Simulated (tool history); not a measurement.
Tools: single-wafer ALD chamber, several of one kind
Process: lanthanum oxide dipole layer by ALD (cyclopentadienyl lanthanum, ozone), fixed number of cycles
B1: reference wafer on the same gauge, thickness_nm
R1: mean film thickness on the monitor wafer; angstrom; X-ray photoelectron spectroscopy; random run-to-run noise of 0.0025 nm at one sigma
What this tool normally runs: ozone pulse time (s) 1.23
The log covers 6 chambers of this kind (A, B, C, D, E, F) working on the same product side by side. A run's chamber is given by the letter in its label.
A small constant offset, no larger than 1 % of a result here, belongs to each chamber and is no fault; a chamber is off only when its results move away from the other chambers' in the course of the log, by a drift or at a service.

Run 1C, hour 9: usual settings; B1 0.59246. Result: R1 5.2092 angstrom.
Run 2D, hour 23.1: usual settings; B1 0.59223. Result: R1 5.3041 angstrom.
Run 3B, hour 31.7: usual settings; B1 0.59197. Result: R1 5.351 angstrom.
Run 4A, hour 45.5: usual settings; B1 0.59191. Result: R1 5.3639 angstrom.
Run 5F, hour 52.9: usual settings but ozone pulse time (s) 0.95; B1 0.59201. Result: R1 4.9012 angstrom.
Run 6E, hour 65.2: usual settings but ozone pulse time (s) 0.95; B1 0.59104. Result: R1 4.9713 angstrom.
Run 7C, hour 72.4: usual settings but ozone pulse time (s) 0.95; B1 0.59226. Result: R1 4.8637 angstrom.
Run 8A, hour 82.5: usual settings but ozone pulse time (s) 0.95; B1 0.59192. Result: R1 4.9191 angstrom.
At hour 87.4: chamber F: thermocouple changed; heater temperature recalibrated.
Run 9B, hour 92: usual settings but ozone pulse time (s) 0.95; B1 0.59184. Result: R1 4.9771 angstrom.
Run 10D, hour 102.8: usual settings but ozone pulse time (s) 0.95; B1 0.59249. Result: R1 4.892 angstrom.
Run 11E, hour 115.1: usual settings; B1 0.59318. Result: R1 5.3406 angstrom.
Run 12F, hour 125.6: usual settings; B1 0.59216. Result: R1 5.279 angstrom.
Run 13A, hour 139.2: usual settings; B1 0.59196. Result: R1 5.338 angstrom.
Run 14B, hour 149.5: usual settings; B1 0.59252. Result: R1 5.3093 angstrom.
At hour 150.9: chamber C: thermocouple changed; heater temperature recalibrated.
Run 15C, hour 162.5: usual settings; B1 0.59205. Result: R1 5.2534 angstrom.
Run 16D, hour 173.5: usual settings; B1 0.59234. Result: R1 5.2929 angstrom.
Run 17F, hour 180: usual settings; B1 0.59156. Result: R1 5.256 angstrom.
At hour 186.2: chamber E: ozone generator serviced.
Run 18E, hour 189.2: usual settings; B1 0.59183. Result: R1 5.3595 angstrom.
Run 19E, hour 202.1: usual settings; B1 0.59227. Result: R1 5.2779 angstrom.
Run 20B, hour 213.9: usual settings; B1 0.59199. Result: R1 5.2944 angstrom.
Run 21F, hour 222.8: usual settings; B1 0.59236. Result: R1 5.2735 angstrom.
Run 22D, hour 231.9: usual settings; B1 0.59234. Result: R1 5.2876 angstrom.
Run 23C, hour 246: usual settings but ozone pulse time (s) 1.7; B1 0.59125. Result: R1 5.5263 angstrom.
Run 24A, hour 258.9: usual settings but ozone pulse time (s) 1.7; B1 0.59213. Result: R1 5.6048 angstrom.
Run 25E, hour 266.5: usual settings but ozone pulse time (s) 1.7; B1 0.59169. Result: R1 5.6099 angstrom.
At hour 267.2: chamber A: thermocouple changed; heater temperature recalibrated.
Run 26F, hour 277: usual settings but ozone pulse time (s) 1.7; B1 0.59114. Result: R1 5.5417 angstrom.
Run 27D, hour 283.9: usual settings but ozone pulse time (s) 1.7; B1 0.59176. Result: R1 5.5943 angstrom.
At hour 284.6: chamber C: ozone generator serviced.
Run 28A, hour 297.8: usual settings but ozone pulse time (s) 1.7; B1 0.59241. Result: R1 5.6007 angstrom.
Run 29C, hour 308: usual settings; B1 0.5922. Result: R1 5.222 angstrom.
Run 30B, hour 319.5: usual settings; B1 0.59204. Result: R1 5.2954 angstrom.
Run 31B, hour 325.9: usual settings; B1 0.59167. Result: R1 5.3598 angstrom.
Run 32E, hour 340.8: usual settings but ozone pulse time (s) 1.43; B1 0.59212. Result: R1 5.484 angstrom.
Run 33A, hour 348.7: usual settings but ozone pulse time (s) 1.43; B1 0.592. Result: R1 5.4862 angstrom.
Run 34D, hour 360.2: usual settings but ozone pulse time (s) 1.43; B1 0.59189. Result: R1 5.4395 angstrom.
Run 35C, hour 369.7: usual settings but ozone pulse time (s) 1.43; B1 0.5916. Result: R1 5.3989 angstrom.
Run 36F, hour 382.5: usual settings but ozone pulse time (s) 1.43; B1 0.59122. Result: R1 5.4208 angstrom.
Run 37F, hour 389.3: usual settings but ozone pulse time (s) 1.43; B1 0.59249. Result: R1 5.4355 angstrom.
Run 38E, hour 396.2: usual settings but ozone pulse time (s) 0.99; B1 0.59157. Result: R1 5.0093 angstrom.
Run 39A, hour 405: usual settings but ozone pulse time (s) 0.99; B1 0.59203. Result: R1 4.9986 angstrom.
Run 40C, hour 417: usual settings but ozone pulse time (s) 0.99; B1 0.59203. Result: R1 4.9691 angstrom.
Run 41D, hour 429.9: usual settings but ozone pulse time (s) 0.99; B1 0.59163. Result: R1 5.0194 angstrom.

Is one chamber off against the others, does the gauge drift, or is nothing wrong? If a chamber is off, say which, and what the likeliest cause is.

The fleet is healthy, with each chamber sitting at its usual small offset and no drift in the gauge.
